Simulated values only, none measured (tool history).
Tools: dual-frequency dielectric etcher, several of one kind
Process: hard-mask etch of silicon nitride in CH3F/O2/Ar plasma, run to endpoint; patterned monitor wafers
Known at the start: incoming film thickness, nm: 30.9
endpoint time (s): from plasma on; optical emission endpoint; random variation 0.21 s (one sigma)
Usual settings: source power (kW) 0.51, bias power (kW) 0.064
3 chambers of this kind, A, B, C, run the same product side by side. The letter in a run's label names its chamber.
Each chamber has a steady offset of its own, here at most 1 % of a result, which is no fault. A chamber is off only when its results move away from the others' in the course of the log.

| run | day | source power (kW) | bias power (kW) | hours since the last wet clean | hours since the last source power generator calibration | hours since the last bias power generator calibration | endpoint time (s) |
|---|---|---|---|---|---|---|---|
| 1A | 0.321 | 0.51 | 0.064 | 249.3 | 3007.4 | 3222.3 | 42.445 |
|  | 0.479 | chamber A: bias power generator calibrated |
| 2C | 0.625 | 0.51 | 0.064 | 230 | 1933.9 | 1298 | 42.702 |
| 3B | 1.025 | 0.51 | 0.064 | 308.5 | 687.7 | 2075.2 | 42.565 |
| 4B | 1.5 | 0.51 | 0.064 | 319.9 | 699.1 | 2086.6 | 42.548 |
| 5C | 2.017 | 0.51 | 0.064 | 263.4 | 1967.3 | 1331.4 | 42.39 |
| 6A | 2.571 | 0.51 | 0.064 | 303.3 | 3061.4 | 50.2 | 42.555 |
| 7A | 3.125 | 0.51 | 0.064 | 316.6 | 3074.7 | 63.5 | 42.529 |
|  | 3.488 | chamber A: wet clean of the chamber |
| 8C | 3.692 | 0.51 | 0.064 | 303.6 | 2007.5 | 1371.6 | 42.785 |
| 9B | 4.2 | 0.51 | 0.064 | 384.7 | 763.9 | 2151.4 | 43.087 |
| 10C | 4.671 | 0.51 | 0.064 | 327.1 | 2031 | 1395.1 | 42.224 |
| 11B | 5.158 | 0.51 | 0.064 | 407.7 | 786.9 | 2174.4 | 42.504 |
| 12A | 5.558 | 0.57 | 0.059 | 49.8 | 3133.1 | 121.9 | 41.808 |
| 13A | 5.992 | 0.57 | 0.059 | 60.2 | 3143.5 | 132.3 | 41.719 |
|  | 6.067 | chamber B: wet clean of the chamber |
| 14B | 6.375 | 0.57 | 0.059 | 7.5 | 816.1 | 2203.6 | 42.205 |
| 15C | 6.646 | 0.51 | 0.064 | 374.5 | 2078.4 | 1442.5 | 42.95 |
| 16A | 7.021 | 0.51 | 0.064 | 84.9 | 3168.2 | 157 | 42.269 |
| 17B | 7.488 | 0.46 | 0.075 | 34.2 | 842.8 | 2230.3 | 41.929 |
| 18C | 7.958 | 0.46 | 0.075 | 406 | 2109.9 | 1474 | 41.751 |
| 19C | 8.254 | 0.46 | 0.075 | 413.1 | 2117 | 1481.1 | 42.176 |
| 20B | 8.642 | 0.51 | 0.064 | 61.9 | 870.5 | 2258 | 43.064 |
|  | 8.679 | chamber C: wet clean of the chamber |
| 21A | 9.088 | 0.51 | 0.064 | 134.5 | 3217.8 | 206.6 | 42.757 |
| 22A | 9.679 | 0.51 | 0.064 | 148.7 | 3232 | 220.8 | 42.236 |
| 23C | 10.029 | 0.51 | 0.064 | 32.5 | 2159.6 | 1523.7 | 42.595 |

Next, every chamber runs the same settings. What will each give?
| 24A | 10.458 | 0.51 | 0.064 |  |  |  | ? |
| 24B | 10.458 | 0.51 | 0.064 |  |  |  | ? |
| 24C | 10.458 | 0.51 | 0.064 |  |  |  | ? |

| run | endpoint time (s) |
|---|---|
| 24A | 42.317 |
| 24B | 42.93 |
| 24C | 42.531 |
